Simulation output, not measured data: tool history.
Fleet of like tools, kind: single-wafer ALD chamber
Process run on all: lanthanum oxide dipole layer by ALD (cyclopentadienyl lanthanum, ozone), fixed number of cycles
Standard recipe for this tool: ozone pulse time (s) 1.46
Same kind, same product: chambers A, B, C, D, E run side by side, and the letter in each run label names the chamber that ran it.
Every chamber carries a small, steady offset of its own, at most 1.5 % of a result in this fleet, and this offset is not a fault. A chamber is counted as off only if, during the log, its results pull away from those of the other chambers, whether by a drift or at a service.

run	day	ozone pulse time (s)	hours since the last thermocouple change	hours since the last ozone generator service	read-back reference wafer on the same gauge, thickness_nm	mean film thickness on the monitor wafer (nm)
1B	0.575	1.46	216.7	1309.6	0.4597	0.54376
2A	1.208	1.46	170.7	360.9	0.45991	0.54683
# day 1.608: chamber C: thermocouple changed; heater temperature recalibrated
3E	1.775	1.46	601.8	336.6	0.45957	0.54972
4D	2.35	1.46	1173.4	412	0.45962	0.55107
5C	2.854	1.46	30	314.4	0.45971	0.5479
6A	3.25	1.46	219.7	409.9	0.45952	0.54478
7B	3.779	1.46	293.6	1386.5	0.45946	0.54334
8C	4.2	1.46	62.3	346.7	0.45938	0.54766
9E	4.825	1.46	675	409.8	0.45933	0.5499
10D	5.233	1.46	1242.6	481.2	0.45924	0.55259
11A	5.592	1.46	275.9	466.1	0.45914	0.54526
12D	6.129	1.46	1264.1	502.7	0.45908	0.5533
13E	6.429	1.46	713.5	448.3	0.45907	0.54952
14C	6.938	1.46	128	412.4	0.45914	0.54698
15B	7.246	1.46	376.8	1469.7	0.45917	0.54342
16C	7.758	1.46	147.7	432.1	0.45891	0.54749
17A	8.2	1.46	338.5	528.7	0.45881	0.54311
18B	8.838	0.97	415	1507.9	0.45863	0.4918
19D	9.338	0.97	1341.1	579.7	0.45873	0.50083
20E	9.829	0.97	795.1	529.9	0.45859	0.49409
21A	10.496	0.97	393.6	583.8	0.45823	0.49162
22E	10.833	0.97	819.2	554	0.45817	0.49478
23B	11.179	1.46	471.2	1564.1	0.45852	0.54001
24C	11.625	1.46	240.5	524.9	0.458	0.54689
25D	12.096	1.46	1407.3	645.9	0.45845	0.55101
26E	12.617	1.46	862	596.8	0.45776	0.54903
27C	13.262	1.86	279.8	564.2	0.45778	0.56349
28A	13.9	1.86	475.3	665.5	0.45799	0.56053
29D	14.417	1.86	1463	701.6	0.45784	0.56735
30B	14.888	1.86	560.2	1653.1	0.45772	0.55739
31C	15.196	1.86	326.2	610.6	0.45759	0.56262
32D	15.592	1.46	1491.2	729.8	0.4575	0.55098
33E	16.104	1.46	945.7	680.5	0.45763	0.54657
34B	16.575	1.46	600.7	1693.6	0.45737	0.54135
35A	17.154	1.46	553.4	743.6	0.45733	0.54265
36C	17.679	1.46	385.8	670.2	0.45734	0.54582
37E	18.062	1.46	992.7	727.5	0.4571	0.54741
38D	18.625	1.46	1564	802.6	0.45706	0.55133
39A	18.996	1.46	597.6	787.8	0.45698	0.54409
40B	19.462	1.46	670	1762.9	0.45709	0.54093
41B	19.854	1.46	679.4	1772.3	0.45699	0.54034

All chambers now run identical settings, listed one chamber a line with results as question marks. What results will each chamber show?
42A	20.338	1.46				?
42B	20.338	1.46				?
42C	20.338	1.46				?
42D	20.338	1.46				?
42E	20.338	1.46				?

run	mean film thickness on the monitor wafer (nm)
42A	0.54212
42B	0.53989
42C	0.54526
42D	0.55132
42E	0.54668
